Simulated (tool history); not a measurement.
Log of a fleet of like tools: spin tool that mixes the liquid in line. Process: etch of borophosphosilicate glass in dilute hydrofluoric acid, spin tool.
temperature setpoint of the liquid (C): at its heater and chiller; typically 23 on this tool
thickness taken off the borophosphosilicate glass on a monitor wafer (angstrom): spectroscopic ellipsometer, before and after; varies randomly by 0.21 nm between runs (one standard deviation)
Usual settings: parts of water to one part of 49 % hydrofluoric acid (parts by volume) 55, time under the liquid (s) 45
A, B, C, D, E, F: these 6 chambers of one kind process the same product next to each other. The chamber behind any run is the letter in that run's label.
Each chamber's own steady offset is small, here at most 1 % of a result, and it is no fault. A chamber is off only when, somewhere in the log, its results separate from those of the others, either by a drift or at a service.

run	day	temperature setpoint of the liquid (C)	parts of water to one part of 49 % hydrofluoric acid (parts by volume)	time under the liquid (s)	hours since the thermometer was replaced	hours since the hydrofluoric acid flow meter was replaced	read-back film thickness of the borophosphosilicate glass reference wafer, read on the same gauge (nm)	thickness taken off the borophosphosilicate glass on a monitor wafer (angstrom)
1C	0.312	23	55	45	1050.8	357	50.029	269.63
2A	0.725	23	55	45	176.1	683.2	49.96	265.94
3D	1.029	23	55	45	1000.4	845.5	50.003	262.42
4E	1.354	23	55	45	130.5	736.4	50.058	268.16
5F	1.775	23	55	45	594.1	517.9	49.978	263.96
6B	2.088	23	55	45	509.1	1440.3	50.001	268.1
7B	2.304	23	55	45	514.3	1445.5	50.004	264.97
8F	2.571	23	55	45	613.2	537	50.001	264.42
# day 2.612: chamber A: hydrofluoric acid flow meter replaced
9C	3.004	23	55	45	1115.4	421.6	50.016	266.96
10A	3.433	23	55	45	241.1	19.7	50.045	272.01
11D	3.817	23	55	45	1067.3	912.4	49.999	261.41
12E	4.017	23	55	45	194.4	800.3	49.951	266.58
13B	4.375	23	55	45	564	1495.2	50.036	267.6
14C	4.7	23	55	45	1156.1	462.3	50.039	267.12
# day 4.967: chamber D: hydrofluoric acid flow meter replaced
15E	5.025	23	55	45	218.6	824.5	50.042	266.63
16D	5.279	23	55	45	1102.4	7.6	49.995	262.16
17F	5.671	23	55	45	687.6	611.4	49.999	268.56
18A	5.929	23	55	45	301	79.6	49.991	277.09
19E	6.133	23	55	45	245.2	851.1	50.043	265.96
20D	6.383	23	55	45	1128.9	34.1	50.005	260.74
21A	6.571	23	55	45	316.4	95	50.003	277.14
22F	6.958	23	85	45	718.5	642.3	50.033	166.51
# day 7.108: chamber C: thermometer replaced
23B	7.262	23	85	45	633.3	1564.5	50.012	164.1
24C	7.592	23	85	45	11.7	531.7	50.037	167.02
25A	7.879	23	85	45	347.8	126.4	49.963	174.63
26F	8.204	23	85	45	748.4	672.2	50.011	164.89
27E	8.458	23	85	45	301	906.9	49.997	165.85
28B	8.825	23	55	45	670.8	1602	49.991	266.74
29C	9.125	23	55	45	48.5	568.5	50.039	269.57
30D	9.533	23	65	55	1204.5	109.7	49.986	269.62
31C	9.725	23	65	55	62.9	582.9	49.962	277.03
32E	10.158	23	65	55	341.8	947.7	50.02	274.09
# day 10.35: chamber B: thermometer replaced
# day 10.533: chamber B: hydrofluoric acid flow meter replaced
33D	10.558	23	65	55	1229.1	134.3	50.004	270.47
34A	10.817	23	65	55	418.3	196.9	49.983	295.31
35F	11.021	23	65	55	816	739.8	50.008	273.5
36B	11.296	23	55	45	22.7	18.3	49.974	267.84
37E	11.646	23	55	45	377.5	983.4	50.024	266.56
38A	11.888	23	55	45	444	222.6	49.983	286.43

What goes on in this fleet: one chamber off, a drifting gauge, or nothing beyond the chambers' own small offsets? Name the chamber and the cause, if any.

One chamber, A, drifts off from the rest bit by bit.
Cause: liquid hotter than its thermometer reads (K) = 2.03.

Chamber A could run next with any of the 4 candidate recipes listed below; each alters the usual settings, and their results appear as question marks. Which one brings its results back in line with what the other chambers deliver on the usual settings?
In line here means within this much of the mean the other chambers give on the usual settings: thickness taken off the borophosphosilicate glass on a monitor wafer (angstrom) 7.5
39A-1	12.2	23	65	45				?
39A-2	12.2	25	55	45				?
39A-3	12.2	21	55	45				?
39A-4	12.2	27	55	45				?

Other chambers, usual settings, mean: thickness taken off the borophosphosilicate glass on a monitor wafer (angstrom) 266.57
run	thickness taken off the borophosphosilicate glass on a monitor wafer (angstrom)
39A-1	241.68
39A-2	314.64
39A-3	266.98
39A-4	341.03
39A-3 is the one that brings the chamber's results back in line with the other chambers.
